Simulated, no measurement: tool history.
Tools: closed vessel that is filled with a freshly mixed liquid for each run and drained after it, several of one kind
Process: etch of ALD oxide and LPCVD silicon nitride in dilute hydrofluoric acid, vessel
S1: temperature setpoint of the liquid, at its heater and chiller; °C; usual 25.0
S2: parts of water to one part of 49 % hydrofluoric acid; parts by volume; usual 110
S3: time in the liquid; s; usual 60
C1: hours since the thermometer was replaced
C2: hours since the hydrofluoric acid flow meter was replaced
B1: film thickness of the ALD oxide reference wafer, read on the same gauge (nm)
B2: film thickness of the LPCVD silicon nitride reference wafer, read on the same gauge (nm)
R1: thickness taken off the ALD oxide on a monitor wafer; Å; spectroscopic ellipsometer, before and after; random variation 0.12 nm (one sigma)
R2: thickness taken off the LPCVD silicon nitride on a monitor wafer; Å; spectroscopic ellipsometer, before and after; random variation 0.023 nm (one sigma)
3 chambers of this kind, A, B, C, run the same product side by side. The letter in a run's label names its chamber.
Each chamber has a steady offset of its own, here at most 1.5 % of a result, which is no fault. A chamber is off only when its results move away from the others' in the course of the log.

run   hour    S1   S2  S3      C1      C2      B1      B2       R1       R2
 1B    9.0  25.0  110  60  1608.8  1710.6  69.979  109.98  152.390  2.31330
 2C   14.5  25.0  110  60   289.1   616.9  70.011  109.99  148.550  2.33990
      15.5  -- chamber A: thermometer replaced
 3A   20.8  25.0  110  60     5.3   139.6  70.031  109.99  152.300  2.64690
      27.4  -- chamber B: hydrofluoric acid flow meter replaced
 4B   31.3  25.0  110  60  1631.1     4.0  69.993  110.02  152.310  2.48860
 5C   38.2  25.0  110  60   312.8   640.6  69.985  109.98  150.350  2.30200
 6A   47.4  27.0  110  90    31.9   166.2  70.002  109.95  244.460  3.26980
 7A   54.3  27.0  110  90    38.8   173.1  70.003  109.97  243.480  4.30830
 8B   66.4  27.0  110  90  1666.2    39.1  70.016  110.01  247.740  3.84280
 9C   73.8  25.0  110  60   348.4   676.2  69.986  110.02  150.710  2.14730
10C   85.6  25.0  110  30   360.2   688.0  70.003  109.95   74.996  1.30810
11B   95.9  25.0  110  30  1695.7    68.6  70.011  110.02   75.942  1.28670
12A  102.9  25.0  110  30    87.4   221.7  70.029  110.03   74.790  0.99284
13B  108.9  25.0  110  60  1708.7    81.6  69.993  110.02  154.330  2.48280
14A  116.2  25.0  110  60   100.7   235.0  70.003  109.96  151.730  2.58590
15C  125.4  25.0  110  60   400.0   727.8  69.999  110.03  152.350  2.09080
16A  136.0  25.0  110  60   120.5   254.8  69.984  110.01  151.270  2.39130
17C  142.6  25.0  110  60   417.2   745.0  70.002  110.02  148.310  2.78020
18B  151.2  25.0  110  60  1751.0   123.9  69.995  110.02  151.300  2.27940
19C  156.8  25.0  110  60   431.4   759.2  69.982  110.01  148.080  2.20940
20B  163.2  25.0  110  60  1763.0   135.9  69.996  109.95  151.940  2.28390
21A  175.7  25.0  110  60   160.2   294.5  70.012  110.02  151.910  2.26500
22A  187.2  30.0   60  60   171.7   306.0  69.987  110.01  367.650  6.86290
23C  198.7  30.0   60  60   473.3   801.1  70.020  110.02  363.540  6.34320
24B  206.4  30.0   60  60  1806.2   179.1  69.992  109.99  359.420  6.97560
25B  212.4  25.0  110  60  1812.2   185.1  69.972  110.07  150.210  2.70470
26C  220.3  25.0  110  60   494.9   822.7  69.998  109.99  148.730  2.52360
27A  232.3  25.0  110  60   216.8   351.1  70.012  109.99  151.530  2.52790
28B  238.6  25.0  155  45  1838.4   211.3  69.986  110.00   77.255  1.24260
29C  246.0  25.0  155  45   520.6   848.4  70.032  109.98   74.891  0.96036
30A  253.9  25.0  155  45   238.4   372.7  69.973  110.00   76.380  1.36610
31A  265.2  25.0  110  60   249.7   384.0  69.976  109.99  153.490  2.44870
32C  273.8  25.0  110  60   548.4   876.2  70.012  109.99  148.440  2.57560
33B  282.1  25.0  110  60  1881.9   254.8  69.999  110.03  151.490  2.79950
34A  292.6  25.0  110  60   277.1   411.4  69.997  110.04  151.340  2.64460
35B  298.1  25.0  110  60  1897.9   270.8  69.997  109.99  150.560  2.47760
36C  310.6  25.0  110  60   585.2   913.0  69.988  110.06  149.190  2.54020
37A  319.5  20.5  130  60   304.0   438.3  70.010  110.06  105.360  1.47490
38B  330.7  20.5  130  60  1930.5   303.4  70.023  109.99  105.300  1.48070
39C  342.7  20.5  130  60   617.3   945.1  69.994  110.01  101.690  1.50300
40B  348.7  25.0  110  60  1948.5   321.4  70.007  109.95  149.770  2.35520

Next, every chamber runs the same settings. What will each give?
41A  357.8  25.0  110  60                   ?   ?
41B  357.8  25.0  110  60                   ?   ?
41C  357.8  25.0  110  60                   ?   ?

run       R1       R2
41A  150.570  2.27640
41B  151.030  2.25830
41C  146.890  2.56390
